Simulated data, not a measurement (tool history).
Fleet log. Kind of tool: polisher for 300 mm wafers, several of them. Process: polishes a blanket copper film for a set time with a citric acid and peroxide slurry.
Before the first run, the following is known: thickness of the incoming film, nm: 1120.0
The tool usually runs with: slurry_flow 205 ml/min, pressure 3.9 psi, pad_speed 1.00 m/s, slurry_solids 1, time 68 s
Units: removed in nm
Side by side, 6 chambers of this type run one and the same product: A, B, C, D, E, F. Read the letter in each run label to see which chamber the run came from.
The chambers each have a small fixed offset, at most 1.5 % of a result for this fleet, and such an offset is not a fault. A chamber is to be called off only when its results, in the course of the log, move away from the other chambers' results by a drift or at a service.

| run | day | slurry_flow | pressure | pad_speed | slurry_solids | time | wafers polished on this pad | hours since the slurry nozzle was cleaned | hours since the head pressure was calibrated | hours since the slurry blender was calibrated | removed |
|---|---|---|---|---|---|---|---|---|---|---|---|
| 1D | 0.238 | 205 | 3.9 | 1.00 | 1 | 68 | 439 | 393.5 | 110.5 | 90.5 | 212.78 |
|  | 0.492 | chamber B: slurry blender recalibrated |
| 2E | 0.558 | 205 | 3.9 | 1.00 | 1 | 68 | 355 | 198.6 | 49.8 | 242.0 | 211.31 |
| 3C | 0.829 | 205 | 3.9 | 1.00 | 1 | 68 | 771 | 333.0 | 528.0 | 162.0 | 211.51 |
|  | 0.842 | chamber C: worn pad replaced by a new one |
| 4B | 1.133 | 205 | 3.9 | 1.00 | 1 | 68 | 365 | 126.3 | 664.4 | 15.5 | 215.80 |
| 5F | 1.325 | 205 | 2.7 | 0.88 | 1 | 68 | 598 | 323.2 | 217.1 | 147.4 | 130.45 |
| 6A | 1.588 | 205 | 2.7 | 0.88 | 1 | 68 | 650 | 741.8 | 283.9 | 400.3 | 131.10 |
| 7E | 1.838 | 205 | 2.7 | 0.88 | 1 | 68 | 624 | 229.3 | 80.5 | 272.7 | 129.09 |
|  | 1.954 | chamber A: worn pad replaced by a new one |
|  | 2.133 | chamber E: worn pad replaced by a new one |
| 8C | 2.158 | 205 | 2.7 | 0.88 | 1 | 68 | 277 | 364.9 | 559.9 | 193.9 | 129.60 |
| 9B | 2.367 | 205 | 2.7 | 0.88 | 1 | 68 | 625 | 155.9 | 694.0 | 45.1 | 131.07 |
|  | 2.412 | chamber D: worn pad replaced by a new one |
|  | 2.625 | chamber E: slurry blender recalibrated |
| 10D | 2.671 | 205 | 2.7 | 0.88 | 1 | 68 | 54 | 451.9 | 168.9 | 148.9 | 132.70 |
| 11A | 2.946 | 205 | 3.9 | 1.00 | 1 | 68 | 208 | 774.4 | 316.5 | 432.9 | 214.03 |
|  | 3.138 | chamber A: slurry nozzle cleaned |
| 12F | 3.146 | 205 | 3.9 | 1.00 | 1 | 68 | 982 | 366.9 | 260.8 | 191.1 | 213.25 |
|  | 3.338 | chamber B: worn pad replaced by a new one |
| 13C | 3.458 | 205 | 3.9 | 1.00 | 1 | 68 | 551 | 396.1 | 591.1 | 225.1 | 211.09 |
| 14B | 3.671 | 205 | 3.9 | 1.00 | 1 | 68 | 70 | 187.2 | 725.3 | 76.4 | 215.84 |
| 15D | 3.858 | 205 | 3.9 | 1.00 | 1 | 68 | 304 | 480.4 | 197.4 | 177.4 | 209.68 |
|  | 3.933 | chamber C: worn pad replaced by a new one |
|  | 4.112 | chamber C: slurry blender recalibrated |
| 16A | 4.142 | 205 | 3.9 | 1.00 | 1 | 68 | 460 | 24.1 | 345.2 | 461.6 | 213.33 |
| 17F | 4.346 | 205 | 3.9 | 1.00 | 1 | 68 | 1235 | 395.7 | 289.6 | 219.9 | 213.44 |
| 18E | 4.521 | 205 | 3.9 | 1.00 | 1 | 68 | 503 | 293.7 | 144.9 | 45.5 | 210.28 |
|  | 4.542 | chamber F: worn pad replaced by a new one |
| 19C | 4.792 | 205 | 3.9 | 1.00 | 1 | 68 | 181 | 428.1 | 623.1 | 16.4 | 210.73 |
| 20B | 5.075 | 205 | 3.9 | 1.00 | 1 | 68 | 366 | 220.9 | 759.0 | 110.1 | 214.80 |
| 21D | 5.375 | 205 | 3.9 | 1.00 | 1 | 68 | 624 | 516.8 | 233.8 | 213.8 | 211.36 |
| 22A | 5.579 | 205 | 3.9 | 1.00 | 1 | 68 | 763 | 58.6 | 379.7 | 496.1 | 213.46 |
|  | 5.771 | chamber D: worn pad replaced by a new one |
| 23E | 5.800 | 205 | 3.9 | 1.00 | 1 | 68 | 772 | 324.4 | 175.6 | 76.2 | 212.42 |
|  | 5.904 | chamber E: worn pad replaced by a new one |
| 24F | 5.962 | 205 | 3.9 | 1.00 | 1 | 68 | 300 | 434.5 | 328.4 | 258.7 | 214.12 |
|  | 6.071 | chamber A: worn pad replaced by a new one |
| 25D | 6.154 | 205 | 3.9 | 1.00 | 1 | 68 | 81 | 535.5 | 252.5 | 232.5 | 209.92 |
|  | 6.275 | chamber A: slurry blender recalibrated |
| 26B | 6.396 | 230 | 3.9 | 1.00 | 1 | 68 | 644 | 252.6 | 790.7 | 141.8 | 219.23 |
| 27F | 6.562 | 230 | 3.9 | 1.00 | 1 | 68 | 426 | 448.9 | 342.8 | 273.1 | 217.28 |
| 28C | 6.796 | 230 | 3.9 | 1.00 | 1 | 68 | 603 | 476.2 | 671.2 | 64.5 | 215.12 |
|  | 6.925 | chamber B: slurry blender recalibrated |
|  | 7.017 | chamber C: worn pad replaced by a new one |
| 29E | 7.021 | 230 | 3.9 | 1.00 | 1 | 68 | 235 | 353.7 | 204.9 | 105.5 | 214.27 |
|  | 7.317 | chamber B: worn pad replaced by a new one |
| 30A | 7.329 | 230 | 3.9 | 1.00 | 1 | 68 | 265 | 100.6 | 421.7 | 25.4 | 215.67 |
| 31F | 7.617 | 230 | 3.9 | 1.00 | 1 | 68 | 648 | 474.2 | 368.1 | 298.4 | 215.18 |
| 32E | 7.929 | 205 | 3.2 | 1.00 | 1 | 68 | 426 | 375.5 | 226.7 | 127.3 | 174.81 |
| 33C | 8.117 | 205 | 3.2 | 1.00 | 1 | 68 | 232 | 507.9 | 702.9 | 96.2 | 174.46 |
| 34B | 8.392 | 205 | 3.2 | 1.00 | 1 | 68 | 226 | 300.5 | 838.6 | 35.2 | 177.33 |
| 35A | 8.579 | 205 | 3.2 | 1.00 | 1 | 68 | 528 | 130.6 | 451.7 | 55.4 | 174.48 |
| 36D | 8.833 | 205 | 3.2 | 1.00 | 1 | 68 | 645 | 599.8 | 316.8 | 296.8 | 174.29 |
| 37F | 9.117 | 205 | 3.2 | 1.00 | 1 | 68 | 964 | 510.2 | 404.1 | 334.4 | 174.70 |
|  | 9.221 | chamber E: worn pad replaced by a new one |
| 38D | 9.304 | 205 | 3.9 | 1.00 | 1 | 68 | 744 | 611.1 | 328.1 | 308.1 | 211.34 |
| 39C | 9.625 | 205 | 3.9 | 1.00 | 1 | 68 | 549 | 544.1 | 739.1 | 132.4 | 212.28 |
| 40B | 9.796 | 205 | 3.9 | 1.00 | 1 | 68 | 522 | 334.2 | 872.3 | 68.9 | 212.25 |
| 41E | 10.125 | 205 | 3.9 | 1.00 | 1 | 68 | 190 | 428.2 | 279.4 | 180.0 | 209.84 |

Is one chamber out of step, is the gauge drifting, or do the chambers differ by no more than their own small offsets? For an off chamber, give its letter and the likeliest cause.

Neither any chamber nor the gauge drifts; the chambers differ only by their own small, steady offsets.
